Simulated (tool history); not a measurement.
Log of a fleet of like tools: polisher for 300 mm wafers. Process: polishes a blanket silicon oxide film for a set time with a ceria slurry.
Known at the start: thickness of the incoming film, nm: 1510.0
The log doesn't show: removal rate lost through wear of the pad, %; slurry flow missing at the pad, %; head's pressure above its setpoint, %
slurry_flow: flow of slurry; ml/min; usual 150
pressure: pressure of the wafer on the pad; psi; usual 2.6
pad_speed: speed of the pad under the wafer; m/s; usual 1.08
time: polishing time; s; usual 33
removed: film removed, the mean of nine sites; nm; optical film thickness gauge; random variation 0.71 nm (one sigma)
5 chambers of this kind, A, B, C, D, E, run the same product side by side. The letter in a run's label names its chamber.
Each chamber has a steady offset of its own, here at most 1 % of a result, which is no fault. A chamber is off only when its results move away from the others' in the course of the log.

run     day  slurry_flow  pressure  pad_speed  time  wafers polished on this pad  hours since the slurry nozzle was cleaned  hours since the head pressure was calibrated  removed
      0.025  -- chamber A: worn pad replaced by a new one
      0.312  -- chamber E: worn pad replaced by a new one
 1D   0.504          150       2.6       1.08    33                          829                                      187.8                                         246.5   105.99
 2A   0.904          150       2.6       1.08    33                          164                                      292.8                                         154.8   105.45
      1.254  -- chamber C: worn pad replaced by a new one
 3C   1.292          150       2.6       1.08    33                            7                                      292.4                                         477.7   105.01
      1.329  -- chamber D: worn pad replaced by a new one
 4E   1.908          150       2.6       1.08    33                          299                                       60.9                                         143.8   104.64
      2.017  -- chamber B: worn pad replaced by a new one
 5B   2.188          150       2.6       1.08    33                           32                                        216                                         185.8   104.56
 6C   2.496          150       2.6       1.08    33                          233                                      321.3                                         506.6   106.01
 7A   2.992          125       2.6       1.08    33                          556                                      342.9                                         204.9    103.1
      3.246  -- chamber A: worn pad replaced by a new one
 8B   3.529          125       2.6       1.08    33                          284                                      248.2                                           218   102.18
      3.771  -- chamber E: worn pad replaced by a new one
 9E   4.067          125       2.6       1.08    33                           55                                      112.7                                         195.6   102.14
10D   4.512          125       2.6       1.08    33                          597                                        284                                         342.7   101.17
11A   5.017          125       2.6       1.08    33                          332                                      391.5                                         253.5   101.77
12B   5.521          150       2.6       1.08    33                          657                                        296                                         265.8   105.37
13D   5.946          150       2.6       1.08    33                          865                                      318.4                                         377.1    104.3
      6.158  -- chamber B: head pressure recalibrated
14C     6.5          150       2.6       1.08    33                          983                                      417.4                                         602.7    103.5
      6.517  -- chamber B: worn pad replaced by a new one
15E   6.817          150       2.6       1.08    33                          571                                      178.7                                         261.6   104.52
      6.875  -- chamber A: worn pad replaced by a new one
16A   7.133          150       2.6       1.08    33                           48                                      442.3                                         304.3   106.06
17B   7.446          150       2.6       1.08    33                          174                                      342.2                                            31   105.72
      7.604  -- chamber C: worn pad replaced by a new one
       7.65  -- chamber D: worn pad replaced by a new one
      7.817  -- chamber E: worn pad replaced by a new one
18E   7.996          150       2.6       1.08    33                           34                                        207                                         289.9   106.35
19C   8.604          150       2.6       1.08    33                          188                                      467.9                                         653.2   101.99
20D   9.196          150       2.6       1.08    33                          290                                      396.4                                         455.1   105.81
21D   9.683          150       2.6       1.08    33                          381                                      408.1                                         466.8   106.02
22E  10.196          150       2.6       1.08    33                          446                                      259.8                                         342.7   105.37
23A  10.521          150       2.6       1.08    33                          683                                      523.6                                         385.6   107.03
     10.612  -- chamber A: worn pad replaced by a new one
24C  11.058          175       2.6       1.08    41                          648                                      526.8                                         712.1    129.7
25B  11.612          175       2.6       1.08    41                          955                                      442.2                                           131   134.58
     11.738  -- chamber B: worn pad replaced by a new one
         12  -- chamber E: worn pad replaced by a new one
26B  12.017          175       2.6       1.08    41                           53                                      451.9                                         140.7   134.63
     12.317  -- chamber B: slurry nozzle cleaned
27C  12.346          175       2.6       1.08    41                          889                                      557.7                                           743   127.09
28A  12.925          175       2.6       1.08    41                          434                                      581.3                                         443.3   136.77
29E  13.375          150       2.6       1.08    33                          258                                      336.1                                           419   107.45
     13.862  -- chamber A: worn pad replaced by a new one
30D  13.933          150       2.6       1.08    33                         1178                                      510.1                                         568.8   105.43
     13.983  -- chamber D: worn pad replaced by a new one
31C  14.492          150       2.6       1.08    33                         1291                                      609.2                                         794.5   98.654
32E  15.029          150       2.6       1.08    33                          568                                      375.8                                         458.7   106.79
     15.321  -- chamber A: head pressure recalibrated
33A  15.375          150       2.6       1.08    33                          283                                      640.1                                           1.3   106.28
34D  15.833          150       2.6       1.08    33                          347                                      555.7                                         614.4   105.65
35B  16.279          150       2.6       1.08    33                          852                                       95.2                                           243   105.33

All 5 chambers run these settings next. Forecast each chamber's results:
36A  16.721          150       2.6       1.08    37                                                                                                                              ?
36B  16.721          150       2.6       1.08    37                                                                                                                              ?
36C  16.721          150       2.6       1.08    37                                                                                                                              ?
36D  16.721          150       2.6       1.08    37                                                                                                                              ?
36E  16.721          150       2.6       1.08    37                                                                                                                              ?

run  removed
36A   117.45
36B   117.67
36C   106.41
36D    119.1
36E   119.56
